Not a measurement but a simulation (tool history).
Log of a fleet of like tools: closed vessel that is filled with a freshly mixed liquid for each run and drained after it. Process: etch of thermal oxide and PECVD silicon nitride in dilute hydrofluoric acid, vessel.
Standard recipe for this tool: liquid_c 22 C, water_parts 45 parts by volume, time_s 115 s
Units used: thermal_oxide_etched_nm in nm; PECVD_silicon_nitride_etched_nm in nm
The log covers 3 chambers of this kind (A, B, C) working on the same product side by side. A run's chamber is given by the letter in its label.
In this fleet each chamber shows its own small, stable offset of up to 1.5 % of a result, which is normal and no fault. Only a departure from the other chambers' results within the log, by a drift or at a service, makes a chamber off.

run	hour	liquid_c	water_parts	time_s	read-back film thickness of the thermal oxide reference wafer, read on the same gauge (nm)	read-back film thickness of the PECVD silicon nitride reference wafer, read on the same gauge (nm)	thermal_oxide_etched_nm	PECVD_silicon_nitride_etched_nm
1C	9	22	45	115	70.017	59.987	11.729	7.5581
2A	14.2	22	45	115	70.013	60.018	11.7	7.4323
3B	22.7	22	45	115	70.02	60.019	11.791	7.5865
4A	30.5	22	45	115	70.008	60.001	11.647	7.615
5B	40.4	22	45	115	69.993	60.014	11.758	7.4942
6C	50.9	22	45	90	69.976	59.975	9.1685	5.9273
7B	56.4	22	45	90	69.991	60.018	9.198	5.849
8C	62.1	22	45	90	70.058	59.981	9.1527	5.9347
9A	71	22	45	115	70.004	60.013	11.73	7.4949
10C	78.4	22	45	115	70.009	60.008	11.672	7.5692
11A	88.5	22	45	115	70.017	60.003	11.702	7.641
12B	97.8	22	45	115	70.012	60.01	11.751	7.5373
13C	103.9	22	45	115	70.037	60.01	11.715	7.5999
14A	112.9	22	45	90	69.993	60.005	9.1887	5.9029
15B	121.3	22	45	90	70.01	59.989	9.1953	5.8497
16A	127.3	22	45	90	69.983	59.994	9.2324	5.8834
17B	136.8	22	35	145	69.995	60.013	19.198	12.093
18C	143	22	35	145	70.001	60.01	19.228	12.176
19B	153.8	22	35	145	70.015	59.985	19.211	12.104
20A	158.5	22	45	115	70.009	59.986	11.913	7.7805
21C	166.9	18	45	140	70.039	60.006	12.106	6.9828
22B	174.3	18	45	140	69.952	60	12.091	6.9026
23C	183.6	18	45	140	69.995	60.01	11.976	6.9875
24A	191.7	22	45	115	69.959	60.009	11.868	7.6555
25B	198.7	22	45	115	70.011	60.017	11.724	7.4653
26A	207.6	22	45	115	69.972	60.017	11.889	7.7217
27C	216.7	24	65	115	70.028	60.003	8.5671	6.0731
28A	225.7	24	65	115	70.012	60	8.8018	6.1705
29B	231.3	24	65	115	70.015	60.001	8.6183	5.9741

Predict what each chamber gives when all 3 of them run the settings below next.
30A	239.1	25	45	115			?	?
30B	239.1	25	45	115			?	?
30C	239.1	25	45	115			?	?

run	thermal_oxide_etched_nm	PECVD_silicon_nitride_etched_nm
30A	13.572	9.672
30B	13.294	9.1339
30C	13.281	9.1942
